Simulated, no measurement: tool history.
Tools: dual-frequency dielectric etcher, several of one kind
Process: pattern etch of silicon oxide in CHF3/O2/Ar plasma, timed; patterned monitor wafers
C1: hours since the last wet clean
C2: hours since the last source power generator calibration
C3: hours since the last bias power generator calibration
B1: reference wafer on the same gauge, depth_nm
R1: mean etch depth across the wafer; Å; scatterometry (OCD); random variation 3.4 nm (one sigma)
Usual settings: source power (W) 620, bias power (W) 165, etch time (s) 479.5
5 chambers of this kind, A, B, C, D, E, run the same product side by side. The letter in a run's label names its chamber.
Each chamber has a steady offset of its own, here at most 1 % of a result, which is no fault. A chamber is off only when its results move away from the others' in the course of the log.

run 1D hour=6.3 | source_power_(W)=620 bias_power_(W)=165 etch_time_(s)=479.5 | C1=123.1 C2=2063.2 C3=289.1 | B1=1082.6 | R1=9404
run 2A hour=10.1 | source_power_(W)=620 bias_power_(W)=165 etch_time_(s)=479.5 | C1=145.5 C2=1402.4 C3=3206.3 | B1=1082.7 | R1=9340.2
run 3C hour=14.8 | source_power_(W)=620 bias_power_(W)=165 etch_time_(s)=479.5 | C1=306.1 C2=1127.4 C3=1161.2 | B1=1082.3 | R1=9360.9
run 4E hour=21.4 | source_power_(W)=620 bias_power_(W)=165 etch_time_(s)=479.5 | C1=273.1 C2=1514.2 C3=2546.6 | B1=1082.8 | R1=9443.6
run 5B hour=28.7 | source_power_(W)=480 bias_power_(W)=181 etch_time_(s)=479.5 | C1=413 C2=417.5 C3=998.4 | B1=1082.9 | R1=8776.5
run 6B hour=32.4 | source_power_(W)=480 bias_power_(W)=181 etch_time_(s)=479.5 | C1=416.7 C2=421.2 C3=1002.1 | B1=1083.3 | R1=8704.4
run 7C hour=36.8 | source_power_(W)=480 bias_power_(W)=181 etch_time_(s)=479.5 | C1=328.1 C2=1149.4 C3=1183.2 | B1=1082.3 | R1=8648.8
run 8A hour=43.1 | source_power_(W)=480 bias_power_(W)=181 etch_time_(s)=479.5 | C1=178.5 C2=1435.4 C3=3239.3 | B1=1082.7 | R1=8749.6
run 9E hour=49.2 | source_power_(W)=480 bias_power_(W)=181 etch_time_(s)=479.5 | C1=300.9 C2=1542 C3=2574.4 | B1=1082.8 | R1=8774.6
run 10D hour=54.4 | source_power_(W)=620 bias_power_(W)=165 etch_time_(s)=479.5 | C1=171.2 C2=2111.3 C3=337.2 | B1=1083.3 | R1=9362.8
run 11E hour=62.2 | source_power_(W)=620 bias_power_(W)=165 etch_time_(s)=479.5 | C1=313.9 C2=1555 C3=2587.4 | B1=1082.3 | R1=9343
run 12A hour=66.7 | source_power_(W)=620 bias_power_(W)=165 etch_time_(s)=479.5 | C1=202.1 C2=1459 C3=3262.9 | B1=1084.2 | R1=9324
-- hour=69.9 chamber C: wet clean of the chamber
run 13C hour=74.5 | source_power_(W)=620 bias_power_(W)=165 etch_time_(s)=479.5 | C1=4.6 C2=1187.1 C3=1220.9 | B1=1082.4 | R1=9383.4
run 14D hour=79.7 | source_power_(W)=620 bias_power_(W)=165 etch_time_(s)=479.5 | C1=196.5 C2=2136.6 C3=362.5 | B1=1082.9 | R1=9309.3
run 15B hour=86.7 | source_power_(W)=620 bias_power_(W)=165 etch_time_(s)=568 | C1=471 C2=475.5 C3=1056.4 | B1=1082.9 | R1=11050
run 16D hour=93.5 | source_power_(W)=620 bias_power_(W)=165 etch_time_(s)=568 | C1=210.3 C2=2150.4 C3=376.3 | B1=1082.7 | R1=11087
run 17E hour=98.6 | source_power_(W)=620 bias_power_(W)=165 etch_time_(s)=568 | C1=350.3 C2=1591.4 C3=2623.8 | B1=1082.7 | R1=11141
run 18A hour=104.9 | source_power_(W)=620 bias_power_(W)=165 etch_time_(s)=568 | C1=240.3 C2=1497.2 C3=3301.1 | B1=1083 | R1=11001
run 19C hour=112.3 | source_power_(W)=620 bias_power_(W)=165 etch_time_(s)=568 | C1=42.4 C2=1224.9 C3=1258.7 | B1=1083.4 | R1=11107
run 20B hour=120.6 | source_power_(W)=620 bias_power_(W)=165 etch_time_(s)=479.5 | C1=504.9 C2=509.4 C3=1090.3 | B1=1084.3 | R1=9340.9
run 21C hour=127.9 | source_power_(W)=620 bias_power_(W)=165 etch_time_(s)=479.5 | C1=58 C2=1240.5 C3=1274.3 | B1=1082.8 | R1=9322.6
run 22A hour=135.2 | source_power_(W)=620 bias_power_(W)=165 etch_time_(s)=479.5 | C1=270.6 C2=1527.5 C3=3331.4 | B1=1082.9 | R1=9261.2
run 23E hour=139.8 | source_power_(W)=750 bias_power_(W)=165 etch_time_(s)=617.5 | C1=391.5 C2=1632.6 C3=2665 | B1=1083.2 | R1=13012
run 24D hour=145.9 | source_power_(W)=750 bias_power_(W)=165 etch_time_(s)=617.5 | C1=262.7 C2=2202.8 C3=428.7 | B1=1082.5 | R1=13016
run 25B hour=150.4 | source_power_(W)=750 bias_power_(W)=165 etch_time_(s)=617.5 | C1=534.7 C2=539.2 C3=1120.1 | B1=1084.1 | R1=13024
run 26B hour=157.1 | source_power_(W)=750 bias_power_(W)=165 etch_time_(s)=617.5 | C1=541.4 C2=545.9 C3=1126.8 | B1=1083.1 | R1=13076
run 27C hour=165 | source_power_(W)=750 bias_power_(W)=165 etch_time_(s)=617.5 | C1=95.1 C2=1277.6 C3=1311.4 | B1=1082.1 | R1=12972
run 28D hour=170.2 | source_power_(W)=620 bias_power_(W)=165 etch_time_(s)=479.5 | C1=287 C2=2227.1 C3=453 | B1=1083.7 | R1=9350.4
run 29A hour=176.3 | source_power_(W)=620 bias_power_(W)=165 etch_time_(s)=479.5 | C1=311.7 C2=1568.6 C3=3372.5 | B1=1083.6 | R1=9187.8
run 30E hour=181.2 | source_power_(W)=620 bias_power_(W)=165 etch_time_(s)=479.5 | C1=432.9 C2=1674 C3=2706.4 | B1=1083.2 | R1=9332.3
-- hour=186 chamber E: wet clean of the chamber
run 31D hour=188.5 | source_power_(W)=620 bias_power_(W)=165 etch_time_(s)=479.5 | C1=305.3 C2=2245.4 C3=471.3 | B1=1083.1 | R1=9328.1
run 32B hour=193.4 | source_power_(W)=620 bias_power_(W)=149 etch_time_(s)=599.5 | C1=577.7 C2=582.2 C3=1163.1 | B1=1083 | R1=11356
run 33E hour=197.9 | source_power_(W)=620 bias_power_(W)=149 etch_time_(s)=599.5 | C1=11.9 C2=1690.7 C3=2723.1 | B1=1083.1 | R1=11330
run 34C hour=205.4 | source_power_(W)=620 bias_power_(W)=149 etch_time_(s)=599.5 | C1=135.5 C2=1318 C3=1351.8 | B1=1083.1 | R1=11287
run 35A hour=211.2 | source_power_(W)=620 bias_power_(W)=149 etch_time_(s)=599.5 | C1=346.6 C2=1603.5 C3=3407.4 | B1=1082.9 | R1=11055
run 36B hour=215.2 | source_power_(W)=620 bias_power_(W)=149 etch_time_(s)=599.5 | C1=599.5 C2=604 C3=1184.9 | B1=1082.7 | R1=11355
run 37C hour=221.1 | source_power_(W)=620 bias_power_(W)=165 etch_time_(s)=479.5 | C1=151.2 C2=1333.7 C3=1367.5 | B1=1081.9 | R1=9239.9
run 38D hour=226.2 | source_power_(W)=620 bias_power_(W)=165 etch_time_(s)=479.5 | C1=343 C2=2283.1 C3=509 | B1=1082.3 | R1=9371.5
run 39E hour=234.5 | source_power_(W)=620 bias_power_(W)=165 etch_time_(s)=479.5 | C1=48.5 C2=1727.3 C3=2759.7 | B1=1083 | R1=9356.8
-- hour=236.6 chamber B: wet clean of the chamber
run 40A hour=242.8 | source_power_(W)=620 bias_power_(W)=165 etch_time_(s)=479.5 | C1=378.2 C2=1635.1 C3=3439 | B1=1082.2 | R1=9111.6
run 41A hour=250.2 | source_power_(W)=620 bias_power_(W)=165 etch_time_(s)=479.5 | C1=385.6 C2=1642.5 C3=3446.4 | B1=1082.2 | R1=9077.1
run 42B hour=256.8 | source_power_(W)=620 bias_power_(W)=165 etch_time_(s)=479.5 | C1=20.3 C2=645.6 C3=1226.5 | B1=1083 | R1=9436.3
run 43E hour=263.9 | source_power_(W)=620 bias_power_(W)=165 etch_time_(s)=479.5 | C1=77.9 C2=1756.7 C3=2789.1 | B1=1083.5 | R1=9324.3
run 44C hour=269.4 | source_power_(W)=620 bias_power_(W)=139 etch_time_(s)=479.5 | C1=199.5 C2=1382 C3=1415.8 | B1=1084.1 | R1=8797.3

Next, every chamber runs the same settings. What will each give?
run 45A hour=275.4 | source_power_(W)=620 bias_power_(W)=145 etch_time_(s)=479.5 | R1=?
run 45B hour=275.4 | source_power_(W)=620 bias_power_(W)=145 etch_time_(s)=479.5 | R1=?
run 45C hour=275.4 | source_power_(W)=620 bias_power_(W)=145 etch_time_(s)=479.5 | R1=?
run 45D hour=275.4 | source_power_(W)=620 bias_power_(W)=145 etch_time_(s)=479.5 | R1=?
run 45E hour=275.4 | source_power_(W)=620 bias_power_(W)=145 etch_time_(s)=479.5 | R1=?

run=45A R1=8724.4
run=45B R1=8975
run=45C R1=8885.4
run=45D R1=8938.6
run=45E R1=8974.6
